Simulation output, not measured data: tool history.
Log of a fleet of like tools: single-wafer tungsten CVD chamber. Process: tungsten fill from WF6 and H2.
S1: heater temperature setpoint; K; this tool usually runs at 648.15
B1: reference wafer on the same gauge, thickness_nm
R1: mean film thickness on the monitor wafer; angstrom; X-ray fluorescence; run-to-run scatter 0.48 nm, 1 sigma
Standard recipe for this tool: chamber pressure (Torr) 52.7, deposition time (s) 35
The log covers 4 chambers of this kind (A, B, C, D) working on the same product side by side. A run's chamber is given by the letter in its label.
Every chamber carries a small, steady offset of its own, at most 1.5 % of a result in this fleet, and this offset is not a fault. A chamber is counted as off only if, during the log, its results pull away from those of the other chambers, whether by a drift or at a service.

{"run": "1C", "hour": 4.2, "S1": 648.15, "chamber pressure (Torr)": 52.7, "deposition time (s)": 35, "B1": 65.329, "R1": 824.81}
{"run": "2A", "hour": 12.7, "S1": 648.15, "chamber pressure (Torr)": 52.7, "deposition time (s)": 35, "B1": 65.351, "R1": 814.56}
{"run": "3D", "hour": 19.8, "S1": 648.15, "chamber pressure (Torr)": 52.7, "deposition time (s)": 35, "B1": 65.438, "R1": 803.37}
{"run": "4B", "hour": 27.6, "S1": 648.15, "chamber pressure (Torr)": 52.7, "deposition time (s)": 35, "B1": 65.389, "R1": 811.44}
{"run": "5D", "hour": 34.5, "S1": 648.15, "chamber pressure (Torr)": 52.7, "deposition time (s)": 35, "B1": 65.451, "R1": 800.28}
{"run": "6B", "hour": 38.7, "S1": 648.15, "chamber pressure (Torr)": 52.7, "deposition time (s)": 35, "B1": 65.447, "R1": 809.91}
{"run": "7A", "hour": 44.6, "S1": 648.15, "chamber pressure (Torr)": 52.7, "deposition time (s)": 38.1, "B1": 65.486, "R1": 885.35}
{"run": "8C", "hour": 50.1, "S1": 648.15, "chamber pressure (Torr)": 52.7, "deposition time (s)": 38.1, "B1": 65.341, "R1": 901.84}
{"run": "9C", "hour": 58.0, "S1": 648.15, "chamber pressure (Torr)": 52.7, "deposition time (s)": 38.1, "B1": 65.408, "R1": 904.22}
{"run": "10B", "hour": 63.8, "S1": 648.15, "chamber pressure (Torr)": 52.7, "deposition time (s)": 38.1, "B1": 65.317, "R1": 882.01}
{"run": "11D", "hour": 68.3, "S1": 643.15, "chamber pressure (Torr)": 52.7, "deposition time (s)": 35, "B1": 65.425, "R1": 737.41}
{"run": "12A", "hour": 72.3, "S1": 643.15, "chamber pressure (Torr)": 52.7, "deposition time (s)": 35, "B1": 65.389, "R1": 735.38}
{"run": "13D", "hour": 79.5, "S1": 643.15, "chamber pressure (Torr)": 52.7, "deposition time (s)": 35, "B1": 65.419, "R1": 736.98}
{"run": "14B", "hour": 86.3, "S1": 643.15, "chamber pressure (Torr)": 52.7, "deposition time (s)": 35, "B1": 65.334, "R1": 726.5}
{"run": "15C", "hour": 93.2, "S1": 648.15, "chamber pressure (Torr)": 52.7, "deposition time (s)": 35, "B1": 65.397, "R1": 832.67}
{"run": "16A", "hour": 101.5, "S1": 648.15, "chamber pressure (Torr)": 52.7, "deposition time (s)": 35, "B1": 65.459, "R1": 815.84}
{"run": "17C", "hour": 109.7, "S1": 648.15, "chamber pressure (Torr)": 52.7, "deposition time (s)": 35, "B1": 65.493, "R1": 831.4}
{"run": "18B", "hour": 116.0, "S1": 648.15, "chamber pressure (Torr)": 52.7, "deposition time (s)": 35, "B1": 65.422, "R1": 813.94}
{"run": "19D", "hour": 120.0, "S1": 648.15, "chamber pressure (Torr)": 52.7, "deposition time (s)": 35, "B1": 65.479, "R1": 810.49}
{"run": "20A", "hour": 127.8, "S1": 648.15, "chamber pressure (Torr)": 52.7, "deposition time (s)": 35, "B1": 65.459, "R1": 811.19}
{"run": "21A", "hour": 134.6, "S1": 648.15, "chamber pressure (Torr)": 52.7, "deposition time (s)": 35, "B1": 65.376, "R1": 817.76}
{"run": "22D", "hour": 142.5, "S1": 648.15, "chamber pressure (Torr)": 52.7, "deposition time (s)": 35, "B1": 65.413, "R1": 804.47}
{"run": "23B", "hour": 147.1, "S1": 648.15, "chamber pressure (Torr)": 52.7, "deposition time (s)": 35, "B1": 65.374, "R1": 806.12}
{"run": "24C", "hour": 153.1, "S1": 648.15, "chamber pressure (Torr)": 52.7, "deposition time (s)": 35, "B1": 65.392, "R1": 842.92}
{"run": "25A", "hour": 159.2, "S1": 648.15, "chamber pressure (Torr)": 52.7, "deposition time (s)": 35, "B1": 65.436, "R1": 812.11}
{"run": "26B", "hour": 166.4, "S1": 648.15, "chamber pressure (Torr)": 52.7, "deposition time (s)": 35, "B1": 65.361, "R1": 805.12}
{"run": "27C", "hour": 172.1, "S1": 641.15, "chamber pressure (Torr)": 52.7, "deposition time (s)": 40.8, "B1": 65.435, "R1": 855.9}
{"run": "28D", "hour": 177.2, "S1": 641.15, "chamber pressure (Torr)": 52.7, "deposition time (s)": 40.8, "B1": 65.339, "R1": 816.47}
{"run": "29D", "hour": 181.4, "S1": 641.15, "chamber pressure (Torr)": 52.7, "deposition time (s)": 40.8, "B1": 65.364, "R1": 809.55}
{"run": "30C", "hour": 185.3, "S1": 641.15, "chamber pressure (Torr)": 52.7, "deposition time (s)": 40.8, "B1": 65.391, "R1": 856.12}

Next, all 4 chambers run the settings below, one line each with question marks for the results. What does each chamber give?
{"run": "31A", "hour": 191.4, "S1": 648.15, "chamber pressure (Torr)": 52.7, "deposition time (s)": 35, "R1": "?"}
{"run": "31B", "hour": 191.4, "S1": 648.15, "chamber pressure (Torr)": 52.7, "deposition time (s)": 35, "R1": "?"}
{"run": "31C", "hour": 191.4, "S1": 648.15, "chamber pressure (Torr)": 52.7, "deposition time (s)": 35, "R1": "?"}
{"run": "31D", "hour": 191.4, "S1": 648.15, "chamber pressure (Torr)": 52.7, "deposition time (s)": 35, "R1": "?"}

run=31A R1=811.77
run=31B R1=803.42
run=31C R1=850.66
run=31D R1=804.98
